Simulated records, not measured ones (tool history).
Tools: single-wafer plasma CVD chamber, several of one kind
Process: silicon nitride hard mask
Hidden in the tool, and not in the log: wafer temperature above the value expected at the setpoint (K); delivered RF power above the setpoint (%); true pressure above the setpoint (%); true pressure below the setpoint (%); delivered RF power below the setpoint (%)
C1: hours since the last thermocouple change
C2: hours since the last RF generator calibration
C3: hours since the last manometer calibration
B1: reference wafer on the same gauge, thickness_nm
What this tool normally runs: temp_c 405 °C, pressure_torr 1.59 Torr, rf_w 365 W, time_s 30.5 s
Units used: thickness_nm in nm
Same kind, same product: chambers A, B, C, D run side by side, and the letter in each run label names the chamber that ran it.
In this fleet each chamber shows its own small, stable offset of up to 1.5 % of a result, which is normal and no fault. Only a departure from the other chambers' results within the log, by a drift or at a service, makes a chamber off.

{"run": "1A", "hour": 12.6, "temp_c": 405, "pressure_torr": 1.59, "rf_w": 365, "time_s": 30.5, "C1": 101.7, "C2": 1049.6, "C3": 136.6, "B1": 41.903, "thickness_nm": 40.375}
{"run": "2D", "hour": 20.9, "temp_c": 405, "pressure_torr": 1.59, "rf_w": 365, "time_s": 30.5, "C1": 927.7, "C2": 680.9, "C3": 162.2, "B1": 41.905, "thickness_nm": 39.646}
{"run": "3C", "hour": 28.6, "temp_c": 405, "pressure_torr": 1.59, "rf_w": 365, "time_s": 30.5, "C1": 1498.6, "C2": 944.0, "C3": 208.3, "B1": 41.931, "thickness_nm": 39.918}
{"run": "4B", "hour": 37.0, "temp_c": 405, "pressure_torr": 1.59, "rf_w": 365, "time_s": 30.5, "C1": 256.9, "C2": 1009.6, "C3": 1253.8, "B1": 41.929, "thickness_nm": 39.378}
{"run": "5A", "hour": 46.6, "temp_c": 405, "pressure_torr": 1.59, "rf_w": 365, "time_s": 30.5, "C1": 135.7, "C2": 1083.6, "C3": 170.6, "B1": 41.942, "thickness_nm": 40.278}
{"run": "6D", "hour": 55.1, "temp_c": 405, "pressure_torr": 1.59, "rf_w": 365, "time_s": 30.5, "C1": 961.9, "C2": 715.1, "C3": 196.4, "B1": 41.937, "thickness_nm": 39.778}
{"run": "7C", "hour": 67.9, "temp_c": 405, "pressure_torr": 1.59, "rf_w": 365, "time_s": 30.5, "C1": 1537.9, "C2": 983.3, "C3": 247.6, "B1": 41.954, "thickness_nm": 39.862}
{"hour": 72.7, "done": "chamber D: thermocouple changed; heater temperature recalibrated"}
{"run": "8B", "hour": 78.0, "temp_c": 405, "pressure_torr": 1.59, "rf_w": 365, "time_s": 30.5, "C1": 297.9, "C2": 1050.6, "C3": 1294.8, "B1": 41.943, "thickness_nm": 39.324}
{"run": "9A", "hour": 89.8, "temp_c": 405, "pressure_torr": 1.59, "rf_w": 365, "time_s": 30.5, "C1": 178.9, "C2": 1126.8, "C3": 213.8, "B1": 41.986, "thickness_nm": 40.295}
{"run": "10B", "hour": 100.8, "temp_c": 405, "pressure_torr": 1.59, "rf_w": 365, "time_s": 30.5, "C1": 320.7, "C2": 1073.4, "C3": 1317.6, "B1": 41.96, "thickness_nm": 39.405}
{"run": "11C", "hour": 113.0, "temp_c": 405, "pressure_torr": 1.59, "rf_w": 365, "time_s": 30.5, "C1": 1583.0, "C2": 1028.4, "C3": 292.7, "B1": 41.978, "thickness_nm": 39.991}
{"run": "12D", "hour": 122.8, "temp_c": 405, "pressure_torr": 1.59, "rf_w": 365, "time_s": 30.5, "C1": 50.1, "C2": 782.8, "C3": 264.1, "B1": 42.002, "thickness_nm": 39.736}
{"run": "13D", "hour": 131.6, "temp_c": 405, "pressure_torr": 1.59, "rf_w": 365, "time_s": 30.5, "C1": 58.9, "C2": 791.6, "C3": 272.9, "B1": 41.99, "thickness_nm": 39.729}
{"run": "14B", "hour": 142.5, "temp_c": 405, "pressure_torr": 1.59, "rf_w": 365, "time_s": 30.5, "C1": 362.4, "C2": 1115.1, "C3": 1359.3, "B1": 41.999, "thickness_nm": 39.378}
{"run": "15A", "hour": 151.5, "temp_c": 405, "pressure_torr": 1.59, "rf_w": 305, "time_s": 30.5, "C1": 240.6, "C2": 1188.5, "C3": 275.5, "B1": 42.022, "thickness_nm": 35.929}
{"run": "16C", "hour": 157.4, "temp_c": 405, "pressure_torr": 1.59, "rf_w": 305, "time_s": 30.5, "C1": 1627.4, "C2": 1072.8, "C3": 337.1, "B1": 42.024, "thickness_nm": 35.731}
{"run": "17A", "hour": 168.4, "temp_c": 405, "pressure_torr": 1.59, "rf_w": 305, "time_s": 30.5, "C1": 257.5, "C2": 1205.4, "C3": 292.4, "B1": 42.022, "thickness_nm": 36.076}
{"run": "18C", "hour": 181.5, "temp_c": 405, "pressure_torr": 1.59, "rf_w": 305, "time_s": 30.5, "C1": 1651.5, "C2": 1096.9, "C3": 361.2, "B1": 42.051, "thickness_nm": 35.776}
{"run": "19B", "hour": 189.8, "temp_c": 405, "pressure_torr": 1.59, "rf_w": 365, "time_s": 30.5, "C1": 409.7, "C2": 1162.4, "C3": 1406.6, "B1": 42.054, "thickness_nm": 39.384}
{"run": "20D", "hour": 201.8, "temp_c": 405, "pressure_torr": 1.59, "rf_w": 365, "time_s": 30.5, "C1": 129.1, "C2": 861.8, "C3": 343.1, "B1": 42.056, "thickness_nm": 39.755}
{"run": "21B", "hour": 213.7, "temp_c": 405, "pressure_torr": 1.31, "rf_w": 365, "time_s": 30.5, "C1": 433.6, "C2": 1186.3, "C3": 1430.5, "B1": 42.062, "thickness_nm": 37.204}
{"run": "22A", "hour": 224.6, "temp_c": 405, "pressure_torr": 1.31, "rf_w": 365, "time_s": 30.5, "C1": 313.7, "C2": 1261.6, "C3": 348.6, "B1": 42.083, "thickness_nm": 38.116}
{"run": "23C", "hour": 237.4, "temp_c": 405, "pressure_torr": 1.31, "rf_w": 365, "time_s": 30.5, "C1": 1707.4, "C2": 1152.8, "C3": 417.1, "B1": 42.092, "thickness_nm": 37.965}
{"run": "24D", "hour": 246.6, "temp_c": 405, "pressure_torr": 1.31, "rf_w": 365, "time_s": 30.5, "C1": 173.9, "C2": 906.6, "C3": 387.9, "B1": 42.101, "thickness_nm": 37.574}
{"run": "25D", "hour": 259.8, "temp_c": 405, "pressure_torr": 1.59, "rf_w": 365, "time_s": 30.5, "C1": 187.1, "C2": 919.8, "C3": 401.1, "B1": 42.106, "thickness_nm": 39.873}
{"run": "26B", "hour": 265.9, "temp_c": 405, "pressure_torr": 1.59, "rf_w": 365, "time_s": 30.5, "C1": 485.8, "C2": 1238.5, "C3": 1482.7, "B1": 42.133, "thickness_nm": 39.497}
{"run": "27A", "hour": 276.9, "temp_c": 405, "pressure_torr": 1.59, "rf_w": 365, "time_s": 30.5, "C1": 366.0, "C2": 1313.9, "C3": 400.9, "B1": 42.098, "thickness_nm": 40.38}
{"hour": 277.8, "done": "chamber A: RF generator calibrated"}
{"run": "28C", "hour": 283.8, "temp_c": 405, "pressure_torr": 1.59, "rf_w": 365, "time_s": 30.5, "C1": 1753.8, "C2": 1199.2, "C3": 463.5, "B1": 42.106, "thickness_nm": 40.161}
{"run": "29B", "hour": 290.8, "temp_c": 405, "pressure_torr": 1.59, "rf_w": 365, "time_s": 30.5, "C1": 510.7, "C2": 1263.4, "C3": 1507.6, "B1": 42.142, "thickness_nm": 39.504}
{"run": "30D", "hour": 296.7, "temp_c": 405, "pressure_torr": 1.59, "rf_w": 365, "time_s": 30.5, "C1": 224.0, "C2": 956.7, "C3": 438.0, "B1": 42.143, "thickness_nm": 40.001}
{"run": "31C", "hour": 303.2, "temp_c": 405, "pressure_torr": 1.59, "rf_w": 365, "time_s": 30.5, "C1": 1773.2, "C2": 1218.6, "C3": 482.9, "B1": 42.127, "thickness_nm": 40.035}
{"run": "32A", "hour": 311.1, "temp_c": 405, "pressure_torr": 1.59, "rf_w": 365, "time_s": 30.5, "C1": 400.2, "C2": 33.3, "C3": 435.1, "B1": 42.136, "thickness_nm": 40.543}
{"run": "33C", "hour": 322.2, "temp_c": 417, "pressure_torr": 1.59, "rf_w": 365, "time_s": 30.5, "C1": 1792.2, "C2": 1237.6, "C3": 501.9, "B1": 42.165, "thickness_nm": 39.827}
{"run": "34A", "hour": 329.4, "temp_c": 417, "pressure_torr": 1.59, "rf_w": 365, "time_s": 30.5, "C1": 418.5, "C2": 51.6, "C3": 453.4, "B1": 42.136, "thickness_nm": 40.257}
{"run": "35B", "hour": 342.0, "temp_c": 417, "pressure_torr": 1.59, "rf_w": 365, "time_s": 30.5, "C1": 561.9, "C2": 1314.6, "C3": 1558.8, "B1": 42.165, "thickness_nm": 39.346}

All chambers now run identical settings, listed one chamber a line with results as question marks. What results will each chamber show?
{"run": "36A", "hour": 351.6, "temp_c": 405, "pressure_torr": 1.59, "rf_w": 365, "time_s": 30.5, "thickness_nm": "?"}
{"run": "36B", "hour": 351.6, "temp_c": 405, "pressure_torr": 1.59, "rf_w": 365, "time_s": 30.5, "thickness_nm": "?"}
{"run": "36C", "hour": 351.6, "temp_c": 405, "pressure_torr": 1.59, "rf_w": 365, "time_s": 30.5, "thickness_nm": "?"}
{"run": "36D", "hour": 351.6, "temp_c": 405, "pressure_torr": 1.59, "rf_w": 365, "time_s": 30.5, "thickness_nm": "?"}

run=36A thickness_nm=40.417
run=36B thickness_nm=39.677
run=36C thickness_nm=40.131
run=36D thickness_nm=39.951
